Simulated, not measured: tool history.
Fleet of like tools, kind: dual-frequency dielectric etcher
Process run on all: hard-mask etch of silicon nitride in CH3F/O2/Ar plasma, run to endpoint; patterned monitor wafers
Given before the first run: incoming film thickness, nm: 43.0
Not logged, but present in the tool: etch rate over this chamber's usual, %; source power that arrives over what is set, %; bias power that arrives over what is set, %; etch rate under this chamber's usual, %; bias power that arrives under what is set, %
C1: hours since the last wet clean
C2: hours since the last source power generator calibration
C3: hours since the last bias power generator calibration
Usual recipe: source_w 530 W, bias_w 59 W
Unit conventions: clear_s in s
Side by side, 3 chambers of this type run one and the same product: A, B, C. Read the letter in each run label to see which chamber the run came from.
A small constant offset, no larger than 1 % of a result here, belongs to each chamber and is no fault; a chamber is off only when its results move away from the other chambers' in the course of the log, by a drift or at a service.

Run 1B, hour 3.5: usual settings; C1 94.7; C2 949.2; C3 2234.4. Result: clear_s 60.15 s.
Run 2A, hour 8.3: usual settings; C1 171.6; C2 672.1; C3 1775.2. Result: clear_s 60.156 s.
Run 3C, hour 12.5: usual settings; C1 41.3; C2 1881.2; C3 2505.4. Result: clear_s 60.319 s.
Run 4C, hour 14.9: usual settings; C1 43.7; C2 1883.6; C3 2507.8. Result: clear_s 59.914 s.
Run 5B, hour 19.4: usual settings but source_w 600 W, bias_w 69 W; C1 110.6; C2 965.1; C3 2250.3. Result: clear_s 54.901 s.
Run 6A, hour 24.3: usual settings but source_w 600 W, bias_w 69 W; C1 187.6; C2 688.1; C3 1791.2. Result: clear_s 54.193 s.
Run 7A, hour 28.9: usual settings but source_w 600 W, bias_w 69 W; C1 192.2; C2 692.7; C3 1795.8. Result: clear_s 53.806 s.
Run 8C, hour 32.1: usual settings; C1 60.9; C2 1900.8; C3 2525. Result: clear_s 59.947 s.
Run 9B, hour 35.8: usual settings; C1 127; C2 981.5; C3 2266.7. Result: clear_s 59.886 s.
Run 10B, hour 39.3: usual settings; C1 130.5; C2 985; C3 2270.2. Result: clear_s 60.58 s.
Run 11C, hour 44.2: usual settings; C1 73; C2 1912.9; C3 2537.1. Result: clear_s 60.203 s.
Run 12A, hour 48.5: usual settings; C1 211.8; C2 712.3; C3 1815.4. Result: clear_s 59.347 s.
Run 13C, hour 53.2: usual settings; C1 82; C2 1921.9; C3 2546.1. Result: clear_s 60.003 s.
Run 14B, hour 56.9: usual settings; C1 148.1; C2 1002.6; C3 2287.8. Result: clear_s 59.734 s.
Run 15A, hour 60.5: usual settings; C1 223.8; C2 724.3; C3 1827.4. Result: clear_s 59.392 s.
Run 16A, hour 62.6: usual settings but bias_w 70 W; C1 225.9; C2 726.4; C3 1829.5. Result: clear_s 57.256 s.
Run 17C, hour 64.8: usual settings but bias_w 70 W; C1 93.6; C2 1933.5; C3 2557.7. Result: clear_s 56.336 s.
Run 18B, hour 67.5: usual settings but bias_w 70 W; C1 158.7; C2 1013.2; C3 2298.4. Result: clear_s 57.157 s.
Run 19C, hour 69.7: usual settings; C1 98.5; C2 1938.4; C3 2562.6. Result: clear_s 60.117 s.
Run 20A, hour 72.8: usual settings but source_w 440 W, bias_w 65 W; C1 236.1; C2 736.6; C3 1839.7. Result: clear_s 62.034 s.
Run 21B, hour 76.7: usual settings but source_w 440 W, bias_w 65 W; C1 167.9; C2 1022.4; C3 2307.6. Result: clear_s 63.409 s.
Run 22A, hour 81.4: usual settings but source_w 440 W, bias_w 65 W; C1 244.7; C2 745.2; C3 1848.3. Result: clear_s 61.778 s.
Run 23B, hour 84: usual settings; C1 175.2; C2 1029.7; C3 2314.9. Result: clear_s 61.48 s.
Run 24C, hour 87.9: usual settings but source_w 590 W, bias_w 67 W; C1 116.7; C2 1956.6; C3 2580.8. Result: clear_s 54.829 s.
Run 25C, hour 91.7: usual settings but source_w 590 W, bias_w 67 W; C1 120.5; C2 1960.4; C3 2584.6. Result: clear_s 53.933 s.
Run 26A, hour 96.5: usual settings but source_w 590 W, bias_w 67 W; C1 259.8; C2 760.3; C3 1863.4. Result: clear_s 54.933 s.
Run 27B, hour 99.2: usual settings; C1 190.4; C2 1044.9; C3 2330.1. Result: clear_s 60.755 s.
Run 28A, hour 102.4: usual settings; C1 265.7; C2 766.2; C3 1869.3. Result: clear_s 59.009 s.
Run 29C, hour 107: usual settings; C1 135.8; C2 1975.7; C3 2599.9. Result: clear_s 59.244 s.
Run 30B, hour 109.2: usual settings; C1 200.4; C2 1054.9; C3 2340.1. Result: clear_s 62.363 s.
Run 31A, hour 112.3: usual settings; C1 275.6; C2 776.1; C3 1879.2. Result: clear_s 60.033 s.
Run 32B, hour 116.8: usual settings; C1 208; C2 1062.5; C3 2347.7. Result: clear_s 61.626 s.
Run 33C, hour 119.2: usual settings but source_w 440 W; C1 148; C2 1987.9; C3 2612.1. Result: clear_s 64.609 s.
Run 34C, hour 122.7: usual settings but source_w 440 W; C1 151.5; C2 1991.4; C3 2615.6. Result: clear_s 64.025 s.
Run 35B, hour 126.9: usual settings but source_w 440 W; C1 218.1; C2 1072.6; C3 2357.8. Result: clear_s 65.784 s.
Run 36A, hour 131.5: usual settings; C1 294.8; C2 795.3; C3 1898.4. Result: clear_s 59.853 s.
Run 37C, hour 134.9: usual settings but source_w 480 W; C1 163.7; C2 2003.6; C3 2627.8. Result: clear_s 61.747 s.
Run 38A, hour 137.8: usual settings but source_w 480 W; C1 301.1; C2 801.6; C3 1904.7. Result: clear_s 61.258 s.
Run 39B, hour 142: usual settings but source_w 480 W; C1 233.2; C2 1087.7; C3 2372.9. Result: clear_s 64.993 s.
Run 40A, hour 144.6: usual settings; C1 307.9; C2 808.4; C3 1911.5. Result: clear_s 60.997 s.

All chambers now run identical settings, listed one chamber a line with results as question marks. What results will each chamber show?
Run 41A, hour 148.1: usual settings but bias_w 54 W. Result: clear_s ?.
Run 41B, hour 148.1: usual settings but bias_w 54 W. Result: clear_s ?.
Run 41C, hour 148.1: usual settings but bias_w 54 W. Result: clear_s ?.

run  clear_s
41A   61.039
41B   64.241
41C   61.239
